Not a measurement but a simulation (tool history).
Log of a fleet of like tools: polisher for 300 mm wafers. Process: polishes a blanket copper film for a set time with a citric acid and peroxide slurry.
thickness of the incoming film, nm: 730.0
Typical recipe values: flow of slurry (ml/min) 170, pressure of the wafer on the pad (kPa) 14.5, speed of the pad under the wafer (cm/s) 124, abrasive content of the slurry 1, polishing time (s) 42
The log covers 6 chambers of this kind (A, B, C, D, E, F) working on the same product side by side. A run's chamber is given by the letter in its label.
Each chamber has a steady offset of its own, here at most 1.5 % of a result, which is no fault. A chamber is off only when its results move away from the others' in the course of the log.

run,hour,flow of slurry (ml/min),pressure of the wafer on the pad (kPa),speed of the pad under the wafer (cm/s),abrasive content of the slurry,polishing time (s),wafers polished on this pad,hours since the slurry nozzle was cleaned,hours since the head pressure was calibrated,hours since the slurry blender was calibrated,film removed (angstrom)
# hour 8.2: chamber E: worn pad replaced by a new one
1F,8.7,170,14.5,124,1,42,768,84.7,157.4,82.3,753.82
2C,16.2,170,14.5,124,1,42,823,366.2,106.2,205.1,760.76
3E,22.4,170,14.5,124,1,42,195,158.1,215,63.5,760.03
# hour 25.8: chamber F: worn pad replaced by a new one
# hour 27.4: chamber D: slurry blender recalibrated
4A,29.5,170,14.5,124,1,42,926,351,282.2,144.3,765.06
# hour 32.6: chamber D: worn pad replaced by a new one
# hour 33: chamber A: worn pad replaced by a new one
5D,34.1,170,14.5,124,1,42,21,629.4,1103,6.8,754.45
6B,41.5,170,14.5,124,1,42,1323,435.3,646.9,172.4,754.57
7A,47.1,170,14.5,124,1,42,193,368.6,299.8,161.9,754.4
# hour 48.9: chamber C: slurry nozzle cleaned
# hour 56.7: chamber C: worn pad replaced by a new one
8B,57.4,190,14.5,124,1,47,1541,451.2,662.8,188.3,875.71
# hour 58.4: chamber B: worn pad replaced by a new one
# hour 59.2: chamber C: slurry blender recalibrated
9C,64.5,190,14.5,124,1,47,108,15.6,154.5,5.3,866.12
# hour 67.3: chamber A: slurry blender recalibrated
# hour 70.5: chamber E: worn pad replaced by a new one
10F,73.5,190,14.5,124,1,47,653,149.5,222.2,147.1,848.21
11D,82.1,190,14.5,124,1,47,678,677.4,1151,54.8,876.27
12E,91.4,190,14.5,124,1,47,286,227.1,284,132.5,873.47
# hour 97: chamber F: worn pad replaced by a new one
13F,101.2,190,14.5,124,1,47,57,177.2,249.9,174.8,838.26
# hour 109.3: chamber A: worn pad replaced by a new one
14E,110.7,170,14.5,124,1,42,551,246.4,303.3,151.8,758.36
# hour 113: chamber D: worn pad replaced by a new one
# hour 114.3: chamber F: slurry blender recalibrated
15C,120.6,170,14.5,124,1,42,876,71.7,210.6,61.4,759.25
16D,127.6,170,14.5,124,1,42,200,722.9,1196.5,100.3,767.4
# hour 131.8: chamber D: slurry blender recalibrated
17B,137.9,170,16.5,124,1,42,1089,531.7,743.3,268.8,861.47
# hour 144.3: chamber E: worn pad replaced by a new one
18A,147,170,16.5,124,1,42,516,468.5,399.7,79.8,846.66
19A,152.4,170,16.5,124,1,42,590,473.9,405.1,85.2,844.78
# hour 159.2: chamber D: slurry nozzle cleaned
# hour 160.8: chamber F: worn pad replaced by a new one
20C,162.6,170,16.5,124,1,42,1451,113.7,252.6,103.4,852.44
21E,170.3,170,16.5,124,1,42,356,306,362.9,211.4,867.14
# hour 173.8: chamber C: worn pad replaced by a new one
# hour 174.3: chamber B: worn pad replaced by a new one
22D,176.5,170,16.5,124,1,42,869,17.4,1245.4,44.7,873.38
# hour 183.1: chamber A: worn pad replaced by a new one
23B,186.9,170,14.5,124,1,42,172,580.7,792.3,317.8,746.15
24F,193.5,170,14.5,124,1,33,448,269.5,342.2,79.3,592.59
25E,198.6,170,14.5,124,1,33,744,334.3,391.2,239.7,584.61
26D,203.9,170,14.5,124,1,33,1245,44.8,1272.8,72.1,603.73
# hour 204.5: chamber D: worn pad replaced by a new one
# hour 211.3: chamber E: worn pad replaced by a new one
27C,214.1,170,14.5,124,1,33,553,165.2,304.1,154.9,592.96
# hour 217.3: chamber F: worn pad replaced by a new one
28F,222.2,170,14.5,124,1,33,68,298.2,370.9,108,577.47
29B,229.4,170,14.5,124,1,33,754,623.2,834.8,360.3,559.79
30A,237.7,170,14.5,124,1,42,748,559.2,490.4,170.5,741.81
# hour 239.9: chamber A: slurry nozzle cleaned
31A,244.2,170,14.5,124,1,42,837,4.4,496.9,177,753.63
32C,253.1,195,16.5,124,1,42,1087,204.2,343.1,193.9,886.59
# hour 256.6: chamber C: slurry blender recalibrated
33D,260.5,195,16.5,124,1,42,767,101.4,1329.4,128.7,902.46
# hour 261.9: chamber D: slurry blender recalibrated
# hour 262.2: chamber A: worn pad replaced by a new one
# hour 262.8: chamber E: slurry blender recalibrated
34F,266.6,195,16.5,124,1,42,676,342.6,415.3,152.4,877.96
35E,271.8,195,16.5,124,1,42,829,407.5,464.4,9.1,862.46
# hour 272.3: chamber E: worn pad replaced by a new one
36B,278,195,16.5,124,1,42,1420,671.8,883.4,408.9,849.8
# hour 282.8: chamber F: worn pad replaced by a new one
# hour 283.8: chamber C: worn pad replaced by a new one
37A,285,195,16.5,124,1,42,313,45.2,537.7,217.8,882.34
# hour 288.2: chamber B: worn pad replaced by a new one
# hour 289.3: chamber D: worn pad replaced by a new one
38B,291.3,170,14.5,124,1,42,43,685.1,896.7,422.2,709.68
39F,301.7,170,14.5,124,1,42,259,377.7,450.4,187.5,729.62
40D,307.8,170,14.5,124,1,49,253,148.7,1376.7,46,885.6
41E,316.7,170,14.5,124,1,49,609,452.4,509.3,54,884.84
42C,323.2,170,14.5,124,1,49,540,274.3,413.2,66.6,882.67
43D,328.1,170,14.5,124,1,49,531,169,1397,66.3,889.52

All chambers now run identical settings, listed one chamber a line with results as question marks. What results will each chamber show?
44A,335.6,170,14.5,124,1,42,,,,,?
44B,335.6,170,14.5,124,1,42,,,,,?
44C,335.6,170,14.5,124,1,42,,,,,?
44D,335.6,170,14.5,124,1,42,,,,,?
44E,335.6,170,14.5,124,1,42,,,,,?
44F,335.6,170,14.5,124,1,42,,,,,?

run,film removed (angstrom)
44A,739.66
44B,697.75
44C,747.43
44D,764.97
44E,749.33
44F,743.52
